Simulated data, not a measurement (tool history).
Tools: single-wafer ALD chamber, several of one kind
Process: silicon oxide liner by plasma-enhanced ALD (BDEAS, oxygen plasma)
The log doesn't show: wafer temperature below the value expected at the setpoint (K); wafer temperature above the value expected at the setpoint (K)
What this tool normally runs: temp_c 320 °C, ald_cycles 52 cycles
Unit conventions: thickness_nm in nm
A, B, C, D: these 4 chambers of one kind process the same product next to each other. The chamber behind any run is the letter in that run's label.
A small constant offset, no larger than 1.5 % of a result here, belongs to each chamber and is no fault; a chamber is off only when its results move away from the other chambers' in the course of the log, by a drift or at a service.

run   hour  temp_c  ald_cycles  hours since the last thermocouple change  read-back reference wafer on the same gauge, thickness_nm  thickness_nm
 1B    8.7     320          52                                     660.7                                                     4.3725        4.7206
 2D   17.2     320          52                                     132.7                                                     4.3723        4.6487
 3A   29.0     320          52                                    1151.5                                                     4.3732        4.6566
 4C   36.0     320          52                                    1226.5                                                     4.3721        4.6748
 5A   45.5     320          52                                    1168.0                                                     4.3736        4.6403
 6D   56.9     320          52                                     172.4                                                     4.3754        4.6427
 7C   64.1     320          52                                    1254.6                                                     4.3756        4.7021
 8B   69.6     320          52                                     721.6                                                     4.3762        4.7130
 9D   80.6     320          52                                     196.1                                                     4.3773        4.6626
      86.8  -- chamber A: thermocouple changed; heater temperature recalibrated
10B   86.9     320          43                                     738.9                                                     4.3791        3.9046
11C   97.2     320          43                                    1287.7                                                     4.3782        3.8716
12A  107.3     320          43                                      20.6                                                     4.3810        3.8394
13B  114.8     320          43                                     766.8                                                     4.3815        3.9048
14A  120.7     320          52                                      34.0                                                     4.3790        4.6416
15D  126.2     320          61                                     241.7                                                     4.3784        5.4775
16C  132.8     320          61                                    1323.3                                                     4.3814        5.5104
17A  140.9     320          61                                      54.2                                                     4.3822        5.4701
18D  150.1     320          61                                     265.6                                                     4.3827        5.4855
19B  158.5     320          52                                     810.5                                                     4.3835        4.7195
20C  166.8     320          52                                    1357.3                                                     4.3862        4.6903
21C  178.0     320          52                                    1368.5                                                     4.3844        4.7000
22B  187.5     320          52                                     839.5                                                     4.3874        4.7240
23A  200.1     320          52                                     113.4                                                     4.3884        4.6572
24D  212.5     320          52                                     328.0                                                     4.3876        4.6630
25A  218.4     320          52                                     131.7                                                     4.3890        4.6625
26C  225.2     320          52                                    1415.7                                                     4.3905        4.7129
27B  234.5     320          52                                     886.5                                                     4.3905        4.7272
28D  240.8     320          52                                     356.3                                                     4.3901        4.6737
29B  247.8     320          52                                     899.8                                                     4.3930        4.7296
30C  260.2     320          52                                    1450.7                                                     4.3941        4.7065
31A  269.8     320          52                                     183.1                                                     4.3960        4.6658
32D  278.7     320          52                                     394.2                                                     4.3953        4.6868
33B  287.2     320          52                                     939.2                                                     4.3951        4.7233
34C  296.0     320          52                                    1486.5                                                     4.3950        4.7042
35D  306.4     320          52                                     421.9                                                     4.3969        4.6700
36A  318.0     320          52                                     231.3                                                     4.3981        4.6835

One chamber off, gauge drift, or nothing amiss beyond the chambers' own small offsets? If it is a chamber, which one, and what is the likeliest cause?

None of the chambers is off. What moves is the gauge, dragging all their readings along together.
Cause: gauge reads high (%) = 0.667.

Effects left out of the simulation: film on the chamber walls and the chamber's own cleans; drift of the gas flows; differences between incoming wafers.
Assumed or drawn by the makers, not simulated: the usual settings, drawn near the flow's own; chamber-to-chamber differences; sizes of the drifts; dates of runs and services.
